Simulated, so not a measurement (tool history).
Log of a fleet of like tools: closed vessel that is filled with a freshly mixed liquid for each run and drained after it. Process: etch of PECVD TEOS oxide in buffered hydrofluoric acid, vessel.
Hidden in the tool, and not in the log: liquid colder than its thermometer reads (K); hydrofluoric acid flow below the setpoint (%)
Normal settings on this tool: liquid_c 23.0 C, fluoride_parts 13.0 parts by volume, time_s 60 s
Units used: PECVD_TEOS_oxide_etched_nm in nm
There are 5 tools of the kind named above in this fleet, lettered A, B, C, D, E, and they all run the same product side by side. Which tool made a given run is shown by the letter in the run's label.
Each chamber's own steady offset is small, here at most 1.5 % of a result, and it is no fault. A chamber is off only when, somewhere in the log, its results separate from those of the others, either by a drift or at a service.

| run | hour | liquid_c | fluoride_parts | time_s | hours since the thermometer was replaced | hours since the hydrofluoric acid flow meter was replaced | read-back film thickness of the PECVD TEOS oxide reference wafer, read on the same gauge (nm) | PECVD_TEOS_oxide_etched_nm |
|---|---|---|---|---|---|---|---|---|
|  | 0.3 | chamber D: hydrofluoric acid flow meter replaced |
| 1B | 11.6 | 23.0 | 13.0 | 60 | 352.4 | 2020.6 | 39.999 | 164.40 |
| 2C | 25.3 | 23.0 | 13.0 | 60 | 312.3 | 304.0 | 39.988 | 167.91 |
| 3D | 35.2 | 23.0 | 13.0 | 60 | 222.2 | 35.0 | 40.029 | 167.90 |
| 4A | 42.7 | 23.0 | 13.0 | 60 | 1310.9 | 1064.2 | 40.001 | 167.54 |
| 5E | 53.7 | 23.0 | 13.0 | 60 | 1129.5 | 722.1 | 40.004 | 167.70 |
| 6B | 64.0 | 23.0 | 13.0 | 60 | 404.8 | 2073.0 | 40.008 | 166.50 |
| 7A | 77.5 | 23.0 | 13.0 | 60 | 1345.7 | 1099.0 | 40.001 | 166.59 |
| 8C | 91.9 | 27.5 | 10.5 | 60 | 378.9 | 370.6 | 40.003 | 262.12 |
| 9D | 99.9 | 27.5 | 10.5 | 60 | 286.9 | 99.7 | 40.007 | 264.81 |
| 10E | 107.3 | 27.5 | 10.5 | 60 | 1183.1 | 775.7 | 39.998 | 263.68 |
| 11B | 120.7 | 27.5 | 10.5 | 60 | 461.5 | 2129.7 | 40.012 | 262.21 |
| 12C | 133.0 | 27.5 | 10.5 | 60 | 420.0 | 411.7 | 39.996 | 261.53 |
| 13E | 145.4 | 23.0 | 13.0 | 60 | 1221.2 | 813.8 | 39.990 | 168.69 |
| 14A | 161.3 | 23.0 | 13.0 | 60 | 1429.5 | 1182.8 | 39.984 | 164.87 |
| 15D | 177.1 | 23.0 | 13.0 | 60 | 364.1 | 176.9 | 39.993 | 167.56 |
|  | 181.0 | chamber C: hydrofluoric acid flow meter replaced |
| 16C | 193.5 | 23.0 | 13.0 | 60 | 480.5 | 12.5 | 39.992 | 168.37 |
| 17E | 203.0 | 23.0 | 17.5 | 70 | 1278.8 | 871.4 | 39.989 | 146.79 |
| 18D | 213.5 | 23.0 | 17.5 | 70 | 400.5 | 213.3 | 40.028 | 145.85 |
| 19B | 221.7 | 23.0 | 17.5 | 70 | 562.5 | 2230.7 | 39.991 | 144.92 |
| 20A | 235.4 | 23.0 | 17.5 | 70 | 1503.6 | 1256.9 | 40.021 | 141.74 |
| 21E | 248.7 | 23.0 | 17.5 | 70 | 1324.5 | 917.1 | 40.019 | 144.84 |
| 22D | 261.4 | 23.0 | 13.0 | 60 | 448.4 | 261.2 | 39.989 | 168.90 |
| 23C | 271.3 | 23.0 | 13.0 | 60 | 558.3 | 90.3 | 40.009 | 168.96 |
| 24A | 281.2 | 27.5 | 13.0 | 60 | 1549.4 | 1302.7 | 40.003 | 209.27 |
| 25B | 290.1 | 27.5 | 13.0 | 60 | 630.9 | 2299.1 | 39.989 | 212.91 |
| 26C | 306.8 | 27.5 | 13.0 | 60 | 593.8 | 125.8 | 40.000 | 214.34 |
| 27B | 322.1 | 27.5 | 13.0 | 60 | 662.9 | 2331.1 | 40.015 | 211.64 |
| 28E | 329.4 | 27.5 | 13.0 | 60 | 1405.2 | 997.8 | 40.019 | 215.82 |
|  | 335.5 | chamber A: thermometer replaced |
| 29A | 338.0 | 23.0 | 13.0 | 60 | 2.5 | 1359.5 | 39.982 | 160.45 |
| 30D | 348.2 | 23.0 | 13.0 | 60 | 535.2 | 348.0 | 39.981 | 167.85 |
| 31C | 355.4 | 23.0 | 13.0 | 60 | 642.4 | 174.4 | 39.997 | 169.07 |

Read the log: is a single chamber off, either drifting away or since a service, is the gauge that measures every chamber drifting, or is nothing wrong beyond small per-chamber offsets? Name any odd chamber and what most likely caused it.

Little by little, chamber A moves away from the other chambers.
Most likely cause: hydrofluoric acid flow below the setpoint (%) = 4.47.

Chamber A could run next with any of the 4 candidate recipes listed below; each alters the usual settings, and their results appear as question marks. Which one brings its results back in line with what the other chambers deliver on the usual settings?
Counts as in line when no further than this from what the other chambers average on the usual settings: PECVD_TEOS_oxide_etched_nm 3.00 nm
| 32A-1 | 367.3 | 23.0 | 13.0 | 55 |  |  |  | ? |
| 32A-2 | 367.3 | 23.0 | 13.0 | 65 |  |  |  | ? |
| 32A-3 | 367.3 | 23.0 | 13.5 | 60 |  |  |  | ? |
| 32A-4 | 367.3 | 23.0 | 12.5 | 60 |  |  |  | ? |

Average result of the remaining chambers running the usual settings: PECVD_TEOS_oxide_etched_nm 167.31 nm
| run | PECVD_TEOS_oxide_etched_nm |
|---|---|
| 32A-1 | 146.96 |
| 32A-2 | 173.68 |
| 32A-3 | 154.53 |
| 32A-4 | 166.56 |
The right change is 32A-4: it brings the chamber back within the allowed miss of the others.
